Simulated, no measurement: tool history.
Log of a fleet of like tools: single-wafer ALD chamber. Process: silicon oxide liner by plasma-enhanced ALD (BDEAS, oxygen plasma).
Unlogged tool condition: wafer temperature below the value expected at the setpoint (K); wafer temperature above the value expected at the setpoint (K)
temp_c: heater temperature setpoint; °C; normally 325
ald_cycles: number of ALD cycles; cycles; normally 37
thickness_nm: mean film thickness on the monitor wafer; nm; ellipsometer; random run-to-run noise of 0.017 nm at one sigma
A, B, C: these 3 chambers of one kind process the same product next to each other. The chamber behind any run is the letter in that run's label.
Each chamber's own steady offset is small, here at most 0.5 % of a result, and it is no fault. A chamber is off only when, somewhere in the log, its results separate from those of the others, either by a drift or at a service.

run,hour,temp_c,ald_cycles,hours since the last thermocouple change,"read-back reference wafer on the same gauge, thickness_nm",thickness_nm
1A,3.8,325,37,2292.6,3.2824,3.3400
2C,7.2,325,37,326.5,3.2853,3.3129
3B,11.0,325,37,1932.9,3.2779,3.2877
4C,14.5,325,37,333.8,3.2812,3.3190
5A,17.8,325,37,2306.6,3.2790,3.3562
6B,21.1,325,37,1943.0,3.2779,3.3137
7B,23.8,325,37,1945.7,3.2783,3.3036
8C,28.3,325,37,347.6,3.2770,3.3213
9A,33.2,325,37,2322.0,3.2805,3.3614
10A,37.0,325,37,2325.8,3.2776,3.3593
11C,41.3,325,37,360.6,3.2795,3.3208
12B,44.9,325,37,1966.8,3.2822,3.3238
13A,48.6,325,37,2337.4,3.2788,3.3351
14C,52.1,325,37,371.4,3.2781,3.3328
15B,55.8,325,37,1977.7,3.2807,3.3273
16C,59.7,313,30,379.0,3.2788,2.7434
17B,63.9,313,30,1985.8,3.2786,2.7320
18A,68.0,313,30,2356.8,3.2805,2.7776
19A,70.6,325,37,2359.4,3.2800,3.3289
20C,75.4,310,40,394.7,3.2791,3.6608
21B,78.1,310,40,2000.0,3.2811,3.6611
22A,81.3,310,40,2370.1,3.2815,3.7218
23C,86.3,325,37,405.6,3.2805,3.3374
24B,90.1,325,37,2012.0,3.2781,3.3146
25C,92.7,325,37,412.0,3.2800,3.3144
26A,95.4,325,37,2384.2,3.2797,3.3538
27B,98.0,325,37,2019.9,3.2811,3.3472
28C,100.6,332,43,419.9,3.2801,3.8125
29B,105.3,332,43,2027.2,3.2791,3.8344
30A,108.2,332,43,2397.0,3.2778,3.8777
31A,111.5,325,37,2400.3,3.2804,3.3325

The same settings go to every chamber for the next run, one line per chamber below. Forecast the results for each:
32A,115.2,325,37,,,?
32B,115.2,325,37,,,?
32C,115.2,325,37,,,?

run,thickness_nm
32A,3.3361
32B,3.2928
32C,3.3126
